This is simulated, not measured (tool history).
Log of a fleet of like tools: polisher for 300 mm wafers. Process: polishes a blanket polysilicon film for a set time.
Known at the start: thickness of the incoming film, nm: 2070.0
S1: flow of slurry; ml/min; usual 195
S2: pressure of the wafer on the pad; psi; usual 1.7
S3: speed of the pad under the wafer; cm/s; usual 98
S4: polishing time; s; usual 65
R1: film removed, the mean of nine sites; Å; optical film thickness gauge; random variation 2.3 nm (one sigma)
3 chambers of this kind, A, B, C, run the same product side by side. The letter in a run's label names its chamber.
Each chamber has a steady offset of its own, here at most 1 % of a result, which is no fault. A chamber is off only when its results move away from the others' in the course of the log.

run	hour	S1	S2	S3	S4	R1
1B	4.4	195	1.7	98	65	3328.7
2A	11.6	195	1.7	98	65	3358.3
3C	19.9	195	1.7	98	65	3360.6
# hour 21.3: chamber A: head pressure recalibrated
4C	25.4	195	1.7	98	65	3379.2
5B	31.6	195	1.7	98	65	3372.1
# hour 37.5: chamber A: slurry nozzle cleaned
6A	37.6	195	1.7	98	65	3313.9
7B	45.0	195	1.7	98	65	3371.2
8A	49.8	195	1.7	98	65	3299.3
# hour 49.9: chamber A: worn pad replaced by a new one
# hour 56.6: chamber B: worn pad replaced by a new one
9C	57.6	195	1.7	98	65	3348.5
# hour 59.4: chamber C: head pressure recalibrated
10C	63.5	195	1.7	98	65	3348.4
11B	67.3	195	1.7	98	65	3338.9
12A	72.5	245	1.7	98	65	3451.7
13A	77.9	245	1.7	98	65	3416.1
14B	84.2	245	1.7	98	65	3469.8
15C	89.1	195	1.7	98	65	3318.4
16B	94.7	195	1.7	98	65	3401.5
17A	98.6	195	1.7	98	65	3378.7
18C	105.1	195	1.7	98	65	3317.0
19B	109.4	195	1.7	98	65	3366.2
# hour 112.1: chamber A: worn pad replaced by a new one
20C	114.0	195	1.7	98	65	3260.7
21A	122.3	195	1.7	98	65	3341.9
22B	126.6	195	1.7	98	65	3333.0
23C	131.7	195	1.7	98	65	3288.1
24A	137.1	195	2.0	114	65	4543.7
25C	142.0	195	2.0	114	65	4496.8
26A	149.3	195	2.0	114	65	4610.3
27B	156.3	195	1.7	98	65	3400.1
28B	164.4	195	1.7	98	65	3345.2
# hour 167.7: chamber B: worn pad replaced by a new one
29A	169.4	195	1.7	98	65	3270.1
30C	175.2	195	1.7	98	65	3259.0
# hour 175.4: chamber A: worn pad replaced by a new one
# hour 181.6: chamber B: slurry nozzle cleaned
31C	182.2	195	2.1	98	57	3489.3
32A	189.2	195	2.1	98	57	3637.0
33B	195.5	195	2.1	98	57	3666.4
34B	203.8	195	1.7	98	65	3341.5
35C	208.8	195	1.7	98	65	3191.0
36A	216.8	195	1.7	98	65	3301.2
37B	220.9	195	1.7	98	65	3356.9
38A	228.5	195	1.7	84	65	2856.1
39C	236.3	195	1.7	84	65	2727.7
# hour 241.1: chamber A: worn pad replaced by a new one
40B	243.8	195	1.7	84	65	2917.2
41A	251.8	195	1.7	124	65	4226.2

Next, every chamber runs the same settings. What will each give?
42A	257.8	195	1.7	98	65	?
42B	257.8	195	1.7	98	65	?
42C	257.8	195	1.7	98	65	?

run	R1
42A	3291.8
42B	3376.5
42C	3186.7
